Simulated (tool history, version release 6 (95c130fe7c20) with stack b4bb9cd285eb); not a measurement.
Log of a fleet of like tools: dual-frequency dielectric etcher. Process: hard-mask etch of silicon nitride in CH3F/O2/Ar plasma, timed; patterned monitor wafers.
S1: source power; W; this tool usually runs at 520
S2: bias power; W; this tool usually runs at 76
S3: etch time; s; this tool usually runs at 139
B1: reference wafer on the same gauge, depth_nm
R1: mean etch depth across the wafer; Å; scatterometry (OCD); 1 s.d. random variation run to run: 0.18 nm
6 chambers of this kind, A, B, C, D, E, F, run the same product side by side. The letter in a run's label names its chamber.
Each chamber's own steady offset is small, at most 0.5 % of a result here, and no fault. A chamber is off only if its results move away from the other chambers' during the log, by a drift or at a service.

run     day   S1  S2     S3      B1      R1
 1A   0.488  520  76    139  91.992  1093.3
 2C   0.746  520  76    139  91.942  1093.8
 3F     1.2  520  76    139  92.002  1095.7
      1.288  -- chamber C: wet clean of the chamber
 4E   1.529  520  76    139  91.967  1092.4
 5B   1.938  520  76    139  91.947  1095.2
 6D   2.346  520  66  102.5  91.857  773.83
 7F   2.712  520  66  102.5  91.874  770.76
 8D   3.175  520  66  102.5  91.863  774.59
 9E   3.575  520  66  102.5  91.839  769.07
10C   4.038  520  66  102.5  91.854  768.93
11A   4.362  520  66  102.5  91.827   764.6
12B   4.642  520  76    139  91.798  1092.9
13E   5.112  520  76    139   91.78  1091.9
      5.171  -- chamber F: wet clean of the chamber
14D    5.55  520  76    139  91.706  1101.2
15F   5.888  520  76    139  91.759  1091.5
16B     6.3  520  76    139  91.705  1093.4
17C   6.521  520  76    139  91.706  1088.4
18A   7.012  520  76    139  91.697  1087.1
19B   7.488  520  76    139  91.665  1093.1
20A   7.854  520  76    139  91.658  1087.4
21E   8.162  520  76    139  91.638  1088.9
      8.362  -- chamber E: wet clean of the chamber
22D   8.479  520  76    139  91.611  1094.3
23F     8.9  520  76    139  91.596  1089.4
24C   9.371  520  76    139  91.553  1090.9
25D   9.671  520  76    139  91.536  1096.7
26F   9.908  470  76  153.5  91.555  1157.6
27E  10.229  470  76  153.5  91.479  1159.4
28C  10.517  470  76  153.5  91.469  1156.1
29A  10.921  470  76  153.5  91.483  1156.1
30B  11.175  470  76  153.5  91.497    1162
31E  11.438  470  76  153.5  91.435    1156
32A  11.767  520  76    139  91.416  1085.1
33C  12.088  520  76    139  91.423  1085.1
34F  12.454  520  68  161.5  91.398  1218.2
35D  12.833  520  68  161.5  91.417  1227.8
36B  13.129  520  68  161.5  91.391  1220.2

Does one chamber stand apart from the rest, does the shared gauge drift, or is all well apart from small per-chamber offsets? Give the chamber and the most likely cause, where there is one.

The gauge drifts, so all chambers seem to drift together. No chamber is off.
Most likely cause: gauge reads low (%) = 0.683.
